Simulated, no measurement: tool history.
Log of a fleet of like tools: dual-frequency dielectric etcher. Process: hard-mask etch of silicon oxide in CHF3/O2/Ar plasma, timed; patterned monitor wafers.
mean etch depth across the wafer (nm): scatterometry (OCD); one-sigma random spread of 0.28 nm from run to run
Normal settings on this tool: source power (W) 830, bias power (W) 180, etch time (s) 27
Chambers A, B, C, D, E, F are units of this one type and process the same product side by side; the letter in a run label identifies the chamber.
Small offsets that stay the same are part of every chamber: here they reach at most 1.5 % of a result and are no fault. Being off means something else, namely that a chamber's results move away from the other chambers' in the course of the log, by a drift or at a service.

| run | hour | source power (W) | bias power (W) | etch time (s) | hours since the last wet clean | hours since the last source power generator calibration | hours since the last bias power generator calibration | read-back reference wafer on the same gauge, depth_nm | mean etch depth across the wafer (nm) |
|---|---|---|---|---|---|---|---|---|---|
| 1B | 11.8 | 830 | 180 | 27 | 282.9 | 975.3 | 3649.5 | 59.364 | 60.221 |
| 2C | 24.1 | 830 | 180 | 27 | 473.6 | 111.4 | 1336 | 59.452 | 60.7 |
| 3E | 32.5 | 830 | 180 | 27 | 203.1 | 945.9 | 1577.7 | 59.471 | 59.823 |
| 4F | 38.6 | 830 | 180 | 27 | 341 | 187.7 | 654.4 | 59.431 | 60.619 |
| 5A | 47.3 | 830 | 180 | 27 | 254.7 | 2808.2 | 1776.9 | 59.363 | 60.694 |
| 6D | 59.9 | 830 | 180 | 27 | 555.7 | 1418.6 | 1706.3 | 59.414 | 60.826 |
| 7F | 71.4 | 830 | 180 | 27 | 373.8 | 220.5 | 687.2 | 59.453 | 60.668 |
| 8B | 82.3 | 830 | 180 | 27 | 353.4 | 1045.8 | 3720 | 59.394 | 60.801 |
| 9C | 89 | 830 | 180 | 27 | 538.5 | 176.3 | 1400.9 | 59.436 | 60.011 |
| 10E | 101.3 | 830 | 180 | 27 | 271.9 | 1014.7 | 1646.5 | 59.455 | 60.101 |
| 11A | 113.2 | 830 | 180 | 27 | 320.6 | 2874.1 | 1842.8 | 59.382 | 59.952 |
| 12D | 121.5 | 830 | 180 | 27 | 617.3 | 1480.2 | 1767.9 | 59.363 | 60.448 |
|  | 123.7 | chamber D: wet clean of the chamber |
| 13A | 134.3 | 830 | 180 | 27 | 341.7 | 2895.2 | 1863.9 | 59.386 | 60.52 |
| 14E | 140.4 | 830 | 180 | 27 | 311 | 1053.8 | 1685.6 | 59.443 | 59.523 |
| 15D | 151.4 | 830 | 180 | 27 | 27.7 | 1510.1 | 1797.8 | 59.362 | 60.512 |
| 16F | 157.6 | 830 | 180 | 27 | 460 | 306.7 | 773.4 | 59.369 | 60.558 |
| 17B | 163.9 | 830 | 180 | 27 | 435 | 1127.4 | 3801.6 | 59.427 | 60.8 |
| 18C | 174.5 | 830 | 180 | 27 | 624 | 261.8 | 1486.4 | 59.393 | 60.635 |
| 19D | 183.7 | 830 | 180 | 27 | 60 | 1542.4 | 1830.1 | 59.444 | 60.499 |
|  | 185.7 | chamber C: wet clean of the chamber |
|  | 186.6 | chamber A: wet clean of the chamber |
| 20C | 192.6 | 830 | 180 | 27 | 6.9 | 279.9 | 1504.5 | 59.342 | 63.266 |
| 21E | 202.5 | 830 | 180 | 27 | 373.1 | 1115.9 | 1747.7 | 59.366 | 60.119 |
| 22B | 211.7 | 830 | 180 | 27 | 482.8 | 1175.2 | 3849.4 | 59.39 | 60.562 |
| 23A | 221.2 | 830 | 180 | 27 | 34.7 | 2982.1 | 1950.8 | 59.371 | 60.54 |
|  | 229 | chamber E: wet clean of the chamber |
| 24F | 231.5 | 830 | 180 | 27 | 533.9 | 380.6 | 847.3 | 59.359 | 60.689 |
| 25E | 238.5 | 830 | 180 | 27 | 9.6 | 1151.9 | 1783.7 | 59.343 | 59.84 |
| 26C | 250.4 | 830 | 180 | 27 | 64.7 | 337.7 | 1562.3 | 59.325 | 63.687 |
| 27B | 259.2 | 830 | 180 | 27 | 530.3 | 1222.7 | 3896.9 | 59.405 | 61.179 |
| 28F | 267.2 | 830 | 180 | 27 | 569.6 | 416.3 | 883 | 59.372 | 60.411 |
|  | 268.6 | chamber B: wet clean of the chamber |
| 29A | 276.6 | 830 | 180 | 22 | 90.1 | 3037.5 | 2006.2 | 59.369 | 49.166 |
| 30D | 284.8 | 830 | 180 | 22 | 161.1 | 1643.5 | 1931.2 | 59.393 | 49.313 |
| 31D | 295.8 | 830 | 180 | 22 | 172.1 | 1654.5 | 1942.2 | 59.49 | 49.535 |
| 32F | 303.5 | 830 | 180 | 22 | 605.9 | 452.6 | 919.3 | 59.36 | 49.383 |
| 33C | 313.7 | 830 | 180 | 22 | 128 | 401 | 1625.6 | 59.421 | 51.714 |
| 34A | 322.9 | 830 | 180 | 22 | 136.4 | 3083.8 | 2052.5 | 59.359 | 49.229 |
| 35B | 332.8 | 830 | 180 | 27 | 64.3 | 1296.3 | 3970.5 | 59.423 | 60.631 |
| 36E | 342.8 | 1000 | 180 | 31 | 113.9 | 1256.2 | 1888 | 59.439 | 74.29 |
| 37C | 352.5 | 1000 | 180 | 31 | 166.8 | 439.8 | 1664.4 | 59.416 | 78.504 |
| 38A | 360.5 | 1000 | 180 | 31 | 174 | 3121.4 | 2090.1 | 59.463 | 74.598 |
| 39E | 368.4 | 1000 | 180 | 31 | 139.5 | 1281.8 | 1913.6 | 59.378 | 73.734 |
| 40B | 376.4 | 1000 | 180 | 31 | 107.9 | 1339.9 | 4014.1 | 59.415 | 74.883 |
| 41F | 384.1 | 1000 | 180 | 31 | 686.5 | 533.2 | 999.9 | 59.47 | 74.946 |
| 42D | 392.5 | 830 | 180 | 27 | 268.8 | 1751.2 | 2038.9 | 59.438 | 60.11 |
|  | 397.3 | chamber F: wet clean of the chamber |
| 43B | 399.5 | 830 | 180 | 27 | 131 | 1363 | 4037.2 | 59.409 | 61.141 |
| 44F | 410.5 | 830 | 180 | 27 | 13.3 | 559.6 | 1026.3 | 59.424 | 60.965 |

Does one chamber stand apart from the rest, does the shared gauge drift, or is all well apart from small per-chamber offsets? Give the chamber and the most likely cause, where there is one.

A service left chamber C off against the others.
Likeliest cause: etch rate over this chamber's usual, % = 5.05.

Which of the 4 candidates below, each the usual settings with something changed and its results left as question marks, puts chamber C back in line with what the other chambers give on the usual settings?
To be in line, a result may differ from the other chambers' mean on the usual settings by at most: mean etch depth across the wafer (nm) 0.99
| 45C-1 | 419.8 | 830 | 180 | 28.5 |  |  |  |  | ? |
| 45C-2 | 419.8 | 820 | 178 | 26 |  |  |  |  | ? |
| 45C-3 | 419.8 | 830 | 181 | 27.5 |  |  |  |  | ? |
| 45C-4 | 419.8 | 830 | 168 | 27 |  |  |  |  | ? |

Other chambers, usual settings, mean: mean etch depth across the wafer (nm) 60.362
| run | mean etch depth across the wafer (nm) |
|---|---|
| 45C-1 | 67.052 |
| 45C-2 | 60.665 |
| 45C-3 | 64.815 |
| 45C-4 | 62.133 |
With 45C-2, the chamber falls back in line with the rest.
